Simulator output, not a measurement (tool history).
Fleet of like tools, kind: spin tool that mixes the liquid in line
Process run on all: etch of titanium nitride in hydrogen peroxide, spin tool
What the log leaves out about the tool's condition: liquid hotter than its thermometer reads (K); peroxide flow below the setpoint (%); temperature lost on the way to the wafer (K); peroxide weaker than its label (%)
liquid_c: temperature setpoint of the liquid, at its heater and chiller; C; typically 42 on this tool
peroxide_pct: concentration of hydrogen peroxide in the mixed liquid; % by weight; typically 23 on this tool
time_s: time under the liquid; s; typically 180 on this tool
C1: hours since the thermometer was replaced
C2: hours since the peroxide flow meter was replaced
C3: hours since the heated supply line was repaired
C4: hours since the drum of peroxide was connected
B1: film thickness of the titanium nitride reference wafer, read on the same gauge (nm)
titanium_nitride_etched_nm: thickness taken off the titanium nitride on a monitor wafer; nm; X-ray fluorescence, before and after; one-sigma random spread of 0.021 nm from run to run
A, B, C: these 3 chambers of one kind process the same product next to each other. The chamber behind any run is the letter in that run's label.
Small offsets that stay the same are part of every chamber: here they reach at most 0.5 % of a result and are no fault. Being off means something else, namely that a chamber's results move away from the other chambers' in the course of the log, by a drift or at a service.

{"run": "1B", "hour": 10.8, "liquid_c": 42, "peroxide_pct": 23, "time_s": 180, "C1": 444.2, "C2": 645.6, "C3": 213.5, "C4": 121.1, "B1": 89.994, "titanium_nitride_etched_nm": 3.5637}
{"run": "2A", "hour": 19.7, "liquid_c": 42, "peroxide_pct": 23, "time_s": 180, "C1": 1710.9, "C2": 924.3, "C3": 1126.1, "C4": 170.6, "B1": 89.997, "titanium_nitride_etched_nm": 3.5767}
{"hour": 30.5, "done": "chamber A: peroxide flow meter replaced"}
{"run": "3C", "hour": 34.2, "liquid_c": 42, "peroxide_pct": 23, "time_s": 180, "C1": 300.1, "C2": 173.9, "C3": 3689.5, "C4": 668.2, "B1": 89.963, "titanium_nitride_etched_nm": 3.5422}
{"run": "4C", "hour": 47.6, "liquid_c": 42, "peroxide_pct": 23, "time_s": 180, "C1": 313.5, "C2": 187.3, "C3": 3702.9, "C4": 681.6, "B1": 89.969, "titanium_nitride_etched_nm": 3.5212}
{"run": "5B", "hour": 61.3, "liquid_c": 42, "peroxide_pct": 23, "time_s": 180, "C1": 494.7, "C2": 696.1, "C3": 264, "C4": 171.6, "B1": 89.977, "titanium_nitride_etched_nm": 3.5763}
{"run": "6A", "hour": 73.0, "liquid_c": 42, "peroxide_pct": 23, "time_s": 180, "C1": 1764.2, "C2": 42.6, "C3": 1179.4, "C4": 223.9, "B1": 89.985, "titanium_nitride_etched_nm": 3.5499}
{"run": "7A", "hour": 83.6, "liquid_c": 33.5, "peroxide_pct": 20, "time_s": 180, "C1": 1774.8, "C2": 53.2, "C3": 1190, "C4": 234.5, "B1": 90.029, "titanium_nitride_etched_nm": 1.7814}
{"run": "8B", "hour": 91.0, "liquid_c": 33.5, "peroxide_pct": 20, "time_s": 180, "C1": 524.4, "C2": 725.8, "C3": 293.7, "C4": 201.3, "B1": 90.026, "titanium_nitride_etched_nm": 1.7519}
{"run": "9C", "hour": 102.8, "liquid_c": 33.5, "peroxide_pct": 20, "time_s": 180, "C1": 368.7, "C2": 242.5, "C3": 3758.1, "C4": 736.8, "B1": 90.006, "titanium_nitride_etched_nm": 1.7873}
{"hour": 106.3, "done": "chamber C: new drum of peroxide connected"}
{"run": "10A", "hour": 115.6, "liquid_c": 42, "peroxide_pct": 23, "time_s": 180, "C1": 1806.8, "C2": 85.2, "C3": 1222, "C4": 266.5, "B1": 89.943, "titanium_nitride_etched_nm": 3.6034}
{"hour": 121.4, "done": "chamber C: heated supply line repaired"}
{"run": "11C", "hour": 126.5, "liquid_c": 42, "peroxide_pct": 23, "time_s": 180, "C1": 392.4, "C2": 266.2, "C3": 5.1, "C4": 20.2, "B1": 89.976, "titanium_nitride_etched_nm": 3.5804}
{"run": "12B", "hour": 135.7, "liquid_c": 42, "peroxide_pct": 23, "time_s": 180, "C1": 569.1, "C2": 770.5, "C3": 338.4, "C4": 246, "B1": 90.024, "titanium_nitride_etched_nm": 3.5538}
{"run": "13B", "hour": 142.6, "liquid_c": 42, "peroxide_pct": 23, "time_s": 180, "C1": 576, "C2": 777.4, "C3": 345.3, "C4": 252.9, "B1": 89.963, "titanium_nitride_etched_nm": 3.5631}
{"run": "14C", "hour": 153.4, "liquid_c": 42, "peroxide_pct": 23, "time_s": 180, "C1": 419.3, "C2": 293.1, "C3": 32, "C4": 47.1, "B1": 89.986, "titanium_nitride_etched_nm": 3.5518}
{"run": "15A", "hour": 165.6, "liquid_c": 42, "peroxide_pct": 23, "time_s": 180, "C1": 1856.8, "C2": 135.2, "C3": 1272, "C4": 316.5, "B1": 90.01, "titanium_nitride_etched_nm": 3.5697}
{"run": "16C", "hour": 179.0, "liquid_c": 42, "peroxide_pct": 23, "time_s": 180, "C1": 444.9, "C2": 318.7, "C3": 57.6, "C4": 72.7, "B1": 89.974, "titanium_nitride_etched_nm": 3.5845}
{"run": "17A", "hour": 188.7, "liquid_c": 42, "peroxide_pct": 23, "time_s": 180, "C1": 1879.9, "C2": 158.3, "C3": 1295.1, "C4": 339.6, "B1": 90.012, "titanium_nitride_etched_nm": 3.5354}
{"run": "18B", "hour": 200.3, "liquid_c": 42, "peroxide_pct": 23, "time_s": 180, "C1": 633.7, "C2": 835.1, "C3": 403, "C4": 310.6, "B1": 90.001, "titanium_nitride_etched_nm": 3.5432}
{"run": "19A", "hour": 214.0, "liquid_c": 42, "peroxide_pct": 23, "time_s": 180, "C1": 1905.2, "C2": 183.6, "C3": 1320.4, "C4": 364.9, "B1": 89.984, "titanium_nitride_etched_nm": 3.5782}
{"run": "20C", "hour": 225.2, "liquid_c": 42, "peroxide_pct": 23, "time_s": 180, "C1": 491.1, "C2": 364.9, "C3": 103.8, "C4": 118.9, "B1": 90.006, "titanium_nitride_etched_nm": 3.5516}
{"run": "21B", "hour": 233.7, "liquid_c": 33, "peroxide_pct": 26.5, "time_s": 180, "C1": 667.1, "C2": 868.5, "C3": 436.4, "C4": 344, "B1": 89.981, "titanium_nitride_etched_nm": 1.7943}
{"hour": 236.2, "done": "chamber B: new drum of peroxide connected"}
{"run": "22C", "hour": 243.4, "liquid_c": 33, "peroxide_pct": 26.5, "time_s": 180, "C1": 509.3, "C2": 383.1, "C3": 122, "C4": 137.1, "B1": 90.024, "titanium_nitride_etched_nm": 1.8442}
{"run": "23B", "hour": 254.3, "liquid_c": 33, "peroxide_pct": 26.5, "time_s": 180, "C1": 687.7, "C2": 889.1, "C3": 457, "C4": 18.2, "B1": 90.009, "titanium_nitride_etched_nm": 1.7884}

Decide between three cases: one chamber stands off from its peers, the gauge reading all wafers drifts, or nothing is wrong past each chamber's small offset. Where a chamber is off, say which and what most likely put it there.

No chamber stands off beyond its own small offset, and the gauge holds steady.
